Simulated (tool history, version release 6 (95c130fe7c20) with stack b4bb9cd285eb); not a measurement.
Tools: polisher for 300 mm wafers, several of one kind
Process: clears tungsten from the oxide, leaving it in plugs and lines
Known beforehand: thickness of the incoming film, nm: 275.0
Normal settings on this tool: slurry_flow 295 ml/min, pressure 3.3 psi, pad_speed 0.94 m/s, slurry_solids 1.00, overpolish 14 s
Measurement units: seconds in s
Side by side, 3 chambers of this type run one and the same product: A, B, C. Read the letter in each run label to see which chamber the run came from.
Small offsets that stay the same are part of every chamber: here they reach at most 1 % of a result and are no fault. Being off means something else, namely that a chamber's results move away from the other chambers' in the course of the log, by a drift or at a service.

run    day  slurry_flow  pressure  pad_speed  slurry_solids  overpolish  seconds
 1C  0.117          295       3.3       0.94           1.00          14   59.530
 2B  0.262          295       3.3       0.94           1.00          14   58.708
     0.300  -- chamber C: slurry nozzle cleaned
 3A  0.400          295       3.3       0.94           1.00          14   59.053
 4A  0.562          295       3.3       0.94           1.00          14   58.919
 5B  0.712          295       3.3       0.94           1.00          14   57.168
 6C  0.833          295       3.3       0.94           1.00          14   59.302
 7C  1.025          295       3.3       0.94           1.00          14   61.422
 8B  1.138          220       3.3       0.94           0.80          14   63.379
 9A  1.254          220       3.3       0.94           0.80          14   63.920
10C  1.371          220       3.3       0.94           0.80          14   65.548
11A  1.492          295       3.3       0.94           1.00          14   59.821
     1.529  -- chamber B: slurry nozzle cleaned
12B  1.646          295       3.3       0.64           1.00           7   85.577
     1.783  -- chamber A: worn pad replaced by a new one
13C  1.821          295       3.3       0.64           1.00           7   90.481
14B  2.008          295       3.3       0.64           1.00           7   82.853
15A  2.188          295       3.3       0.94           1.00          14   57.955
     2.288  -- chamber B: worn pad replaced by a new one
16B  2.367          295       3.3       0.94           1.00          14   58.508
     2.417  -- chamber C: slurry blender recalibrated
17A  2.492          295       3.3       0.94           1.00          14   59.613
18C  2.646          295       3.3       0.94           1.15          14   62.924
19B  2.783          295       3.3       0.94           1.15          14   56.144
20A  2.958          295       3.3       0.94           1.15          14   56.652
     3.042  -- chamber C: worn pad replaced by a new one
21C  3.075          295       3.3       0.94           1.20          19   62.317
22A  3.254          295       3.3       0.94           1.20          19   54.800
23C  3.425          295       3.3       0.94           1.20          19   65.306
     3.508  -- chamber B: head pressure recalibrated
24B  3.612          295       3.3       0.94           1.00          14   58.358

Decide between three cases: one chamber stands off from its peers, the gauge reading all wafers drifts, or nothing is wrong past each chamber's small offset. Where a chamber is off, say which and what most likely put it there.

Chamber C drifts away from the others.
What lies behind it: peroxide lost from the slurry, % = 34.7.

Which of the 4 candidates below, each the usual settings with something changed and its results left as question marks, puts chamber C back in line with what the other chambers give on the usual settings?
Counts as in line when no further than this from what the other chambers average on the usual settings: seconds 3.000 s
25C-1  3.754          295       3.3       0.94           0.70          14        ?
25C-2  3.754          295       3.6       1.02           1.00          14        ?
25C-3  3.754          295       3.4       0.96           1.00          14        ?
25C-4  3.754          290       3.3       0.80           0.95          14        ?

The mean the other chambers reach with the usual settings: seconds 58.467 s
  run  seconds
25C-1   75.817
25C-2   58.974
25C-3   66.324
25C-4   82.913
25C-2 is the one that brings the chamber's results back in line with the other chambers.
